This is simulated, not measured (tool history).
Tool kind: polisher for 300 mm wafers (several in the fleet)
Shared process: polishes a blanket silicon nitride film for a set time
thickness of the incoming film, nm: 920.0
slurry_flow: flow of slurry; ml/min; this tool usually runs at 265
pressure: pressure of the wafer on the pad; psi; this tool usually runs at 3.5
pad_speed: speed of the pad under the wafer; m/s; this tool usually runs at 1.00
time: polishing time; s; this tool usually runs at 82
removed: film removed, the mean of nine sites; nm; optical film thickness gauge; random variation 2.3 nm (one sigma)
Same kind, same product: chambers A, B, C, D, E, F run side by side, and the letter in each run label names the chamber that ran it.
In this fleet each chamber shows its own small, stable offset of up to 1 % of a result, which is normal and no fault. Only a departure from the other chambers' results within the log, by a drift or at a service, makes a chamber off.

run	hour	slurry_flow	pressure	pad_speed	time	removed
1D	5.8	265	3.5	1.00	82	165.78
2A	13.1	265	3.5	1.00	82	166.28
# hour 17.2: chamber E: head pressure recalibrated
# hour 17.6: chamber A: worn pad replaced by a new one
3B	20.7	265	3.5	1.00	82	166.15
4E	30.9	265	3.5	1.00	82	172.23
5F	43.9	265	3.5	1.32	82	203.72
# hour 48.7: chamber C: worn pad replaced by a new one
6C	56.2	265	3.5	1.32	82	212.02
# hour 60.6: chamber D: worn pad replaced by a new one
# hour 66.2: chamber E: worn pad replaced by a new one
7E	69.1	265	3.5	1.32	82	206.04
# hour 73.5: chamber F: worn pad replaced by a new one
# hour 75.2: chamber B: worn pad replaced by a new one
8B	80.3	265	3.5	1.32	82	216.47
9D	89.2	265	3.5	1.32	82	206.96
# hour 91.9: chamber D: slurry nozzle cleaned
10A	97.8	265	3.5	1.32	82	209.29
11C	110.3	265	3.5	1.00	82	169.05
12F	116.8	265	3.5	1.00	82	167.68
# hour 123.1: chamber A: worn pad replaced by a new one
13E	127.1	265	3.5	1.00	82	164.29
# hour 131.3: chamber C: worn pad replaced by a new one
14B	135.1	265	3.5	1.00	82	169.17
15A	146.6	265	3.5	1.00	82	166.20
# hour 148.0: chamber E: slurry nozzle cleaned
16C	156.9	265	3.5	1.00	82	168.15
# hour 158.2: chamber E: worn pad replaced by a new one
# hour 161.6: chamber F: worn pad replaced by a new one
17D	167.5	265	3.5	1.00	82	168.33
18F	176.1	265	3.5	1.00	82	166.22
19E	184.5	265	3.5	1.00	82	167.04
20C	190.2	265	3.5	1.00	82	168.93
# hour 191.0: chamber F: head pressure recalibrated
# hour 191.5: chamber A: head pressure recalibrated
21A	198.7	265	3.5	1.00	82	166.70
22F	209.8	265	3.5	1.34	82	205.38
# hour 220.3: chamber D: worn pad replaced by a new one
23D	222.1	265	3.5	1.34	82	206.31
24B	230.5	265	3.5	1.34	82	210.16
# hour 231.9: chamber D: head pressure recalibrated
# hour 233.5: chamber A: worn pad replaced by a new one
# hour 234.2: chamber C: worn pad replaced by a new one
# hour 234.4: chamber B: worn pad replaced by a new one
25D	239.1	265	3.5	1.34	82	185.73
26F	245.2	265	3.5	1.34	82	208.05
# hour 246.8: chamber E: worn pad replaced by a new one
# hour 252.1: chamber F: worn pad replaced by a new one
27B	253.8	265	3.5	1.34	82	216.49
28E	261.4	265	3.5	1.00	82	169.47
29C	270.9	265	3.5	1.00	82	168.91
30A	282.6	265	4.2	1.00	82	200.57
31A	290.1	265	4.2	1.00	82	198.10
32F	297.8	265	4.2	1.00	82	205.02
33D	309.1	265	4.2	1.00	82	178.92
# hour 315.9: chamber C: worn pad replaced by a new one
34E	318.6	265	4.2	1.00	82	203.09
# hour 325.4: chamber E: worn pad replaced by a new one
35B	327.9	265	4.2	1.00	82	201.54
# hour 331.7: chamber F: worn pad replaced by a new one
# hour 335.1: chamber A: worn pad replaced by a new one
36C	341.0	265	3.5	1.00	82	171.51
37E	349.0	265	3.5	1.00	82	170.92
38A	355.7	265	3.5	1.00	82	166.17
39D	362.4	265	3.5	1.00	82	149.47
# hour 362.6: chamber B: slurry nozzle cleaned
40F	374.4	265	3.5	1.00	82	167.07
41C	381.6	265	3.5	1.00	82	166.04
# hour 387.2: chamber D: worn pad replaced by a new one
42B	392.6	265	4.2	1.00	57	144.78
# hour 393.0: chamber E: slurry nozzle cleaned
43D	400.6	265	4.2	1.00	57	122.82
# hour 408.2: chamber E: worn pad replaced by a new one
44E	412.1	265	4.2	1.00	57	139.91

All chambers now run identical settings, listed one chamber a line with results as question marks. What results will each chamber show?
45A	421.6	265	3.5	1.20	82	?
45B	421.6	265	3.5	1.20	82	?
45C	421.6	265	3.5	1.20	82	?
45D	421.6	265	3.5	1.20	82	?
45E	421.6	265	3.5	1.20	82	?
45F	421.6	265	3.5	1.20	82	?

run	removed
45A	195.90
45B	196.33
45C	194.84
45D	171.99
45E	196.82
45F	194.05
